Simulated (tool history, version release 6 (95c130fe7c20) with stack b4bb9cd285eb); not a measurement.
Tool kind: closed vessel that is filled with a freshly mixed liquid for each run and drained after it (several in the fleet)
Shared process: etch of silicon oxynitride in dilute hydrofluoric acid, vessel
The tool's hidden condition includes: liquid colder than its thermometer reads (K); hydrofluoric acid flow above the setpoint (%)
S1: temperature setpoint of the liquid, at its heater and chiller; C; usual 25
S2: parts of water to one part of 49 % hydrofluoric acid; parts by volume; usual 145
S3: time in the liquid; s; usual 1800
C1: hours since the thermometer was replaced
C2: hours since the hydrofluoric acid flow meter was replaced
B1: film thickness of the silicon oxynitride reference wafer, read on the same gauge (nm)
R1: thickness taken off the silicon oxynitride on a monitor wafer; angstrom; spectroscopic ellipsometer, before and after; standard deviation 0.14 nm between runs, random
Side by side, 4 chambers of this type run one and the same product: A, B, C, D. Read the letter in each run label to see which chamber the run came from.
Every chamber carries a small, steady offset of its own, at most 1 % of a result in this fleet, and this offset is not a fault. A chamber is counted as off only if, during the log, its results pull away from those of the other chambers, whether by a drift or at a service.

{"run": "1A", "hour": 7.7, "S1": 25, "S2": 145, "S3": 1800, "C1": 849.9, "C2": 838.1, "B1": 130.0, "R1": 191.46}
{"run": "2B", "hour": 12.4, "S1": 25, "S2": 145, "S3": 1800, "C1": 180.7, "C2": 2327.4, "B1": 129.99, "R1": 191.02}
{"run": "3C", "hour": 19.6, "S1": 25, "S2": 145, "S3": 1800, "C1": 65.3, "C2": 239.0, "B1": 130.0, "R1": 191.56}
{"run": "4D", "hour": 23.4, "S1": 25, "S2": 145, "S3": 1800, "C1": 439.3, "C2": 177.5, "B1": 129.99, "R1": 190.71}
{"run": "5C", "hour": 30.3, "S1": 25, "S2": 145, "S3": 1800, "C1": 76.0, "C2": 249.7, "B1": 129.98, "R1": 191.19}
{"run": "6B", "hour": 37.7, "S1": 25, "S2": 145, "S3": 1800, "C1": 206.0, "C2": 2352.7, "B1": 129.98, "R1": 193.38}
{"run": "7D", "hour": 42.9, "S1": 25, "S2": 145, "S3": 1800, "C1": 458.8, "C2": 197.0, "B1": 129.99, "R1": 187.15}
{"run": "8A", "hour": 48.0, "S1": 25, "S2": 145, "S3": 1800, "C1": 890.2, "C2": 878.4, "B1": 130.01, "R1": 190.63}
{"run": "9D", "hour": 54.2, "S1": 25, "S2": 145, "S3": 1800, "C1": 470.1, "C2": 208.3, "B1": 130.03, "R1": 190.05}
{"run": "10A", "hour": 59.2, "S1": 25, "S2": 145, "S3": 2515, "C1": 901.4, "C2": 889.6, "B1": 130.04, "R1": 269.88}
{"run": "11B", "hour": 65.6, "S1": 25, "S2": 145, "S3": 2515, "C1": 233.9, "C2": 2380.6, "B1": 130.0, "R1": 265.4}
{"run": "12C", "hour": 71.9, "S1": 25, "S2": 145, "S3": 2515, "C1": 117.6, "C2": 291.3, "B1": 130.02, "R1": 267.09}
{"run": "13D", "hour": 80.5, "S1": 25, "S2": 145, "S3": 2515, "C1": 496.4, "C2": 234.6, "B1": 130.01, "R1": 265.45}
{"run": "14B", "hour": 86.0, "S1": 25, "S2": 145, "S3": 1800, "C1": 254.3, "C2": 2401.0, "B1": 130.0, "R1": 192.03}
{"run": "15A", "hour": 94.5, "S1": 25, "S2": 145, "S3": 1800, "C1": 936.7, "C2": 924.9, "B1": 129.97, "R1": 193.46}
{"run": "16C", "hour": 101.8, "S1": 25, "S2": 145, "S3": 1405, "C1": 147.5, "C2": 321.2, "B1": 130.0, "R1": 147.19}
{"run": "17B", "hour": 107.7, "S1": 25, "S2": 145, "S3": 1405, "C1": 276.0, "C2": 2422.7, "B1": 130.01, "R1": 151.19}
{"run": "18C", "hour": 116.0, "S1": 25, "S2": 145, "S3": 1405, "C1": 161.7, "C2": 335.4, "B1": 130.0, "R1": 148.98}
{"hour": 120.7, "done": "chamber B: hydrofluoric acid flow meter replaced"}
{"run": "19D", "hour": 122.3, "S1": 25, "S2": 145, "S3": 1405, "C1": 538.2, "C2": 276.4, "B1": 129.97, "R1": 146.98}
{"run": "20A", "hour": 128.1, "S1": 25, "S2": 145, "S3": 1800, "C1": 970.3, "C2": 958.5, "B1": 129.99, "R1": 194.52}
{"run": "21A", "hour": 134.0, "S1": 25, "S2": 145, "S3": 1800, "C1": 976.2, "C2": 964.4, "B1": 130.01, "R1": 195.26}
{"run": "22D", "hour": 138.7, "S1": 25, "S2": 145, "S3": 1800, "C1": 554.6, "C2": 292.8, "B1": 129.97, "R1": 191.83}
{"run": "23C", "hour": 143.0, "S1": 25, "S2": 145, "S3": 1800, "C1": 188.7, "C2": 362.4, "B1": 129.96, "R1": 190.6}
{"run": "24B", "hour": 149.6, "S1": 25, "S2": 145, "S3": 1800, "C1": 317.9, "C2": 29.0, "B1": 130.0, "R1": 192.34}
{"run": "25A", "hour": 154.8, "S1": 25, "S2": 145, "S3": 1800, "C1": 997.0, "C2": 985.2, "B1": 130.0, "R1": 194.43}
{"run": "26D", "hour": 159.5, "S1": 25, "S2": 145, "S3": 1800, "C1": 575.4, "C2": 313.6, "B1": 130.0, "R1": 189.01}
{"run": "27C", "hour": 163.5, "S1": 25, "S2": 145, "S3": 1800, "C1": 209.2, "C2": 382.9, "B1": 130.0, "R1": 189.62}
{"run": "28B", "hour": 172.1, "S1": 25, "S2": 145, "S3": 1800, "C1": 340.4, "C2": 51.5, "B1": 130.0, "R1": 192.8}

Predict what each chamber gives when all 4 of them run the settings below next.
{"run": "29A", "hour": 178.4, "S1": 25, "S2": 145, "S3": 1800, "R1": "?"}
{"run": "29B", "hour": 178.4, "S1": 25, "S2": 145, "S3": 1800, "R1": "?"}
{"run": "29C", "hour": 178.4, "S1": 25, "S2": 145, "S3": 1800, "R1": "?"}
{"run": "29D", "hour": 178.4, "S1": 25, "S2": 145, "S3": 1800, "R1": "?"}

run=29A R1=194.19
run=29B R1=192.69
run=29C R1=190.43
run=29D R1=189.67

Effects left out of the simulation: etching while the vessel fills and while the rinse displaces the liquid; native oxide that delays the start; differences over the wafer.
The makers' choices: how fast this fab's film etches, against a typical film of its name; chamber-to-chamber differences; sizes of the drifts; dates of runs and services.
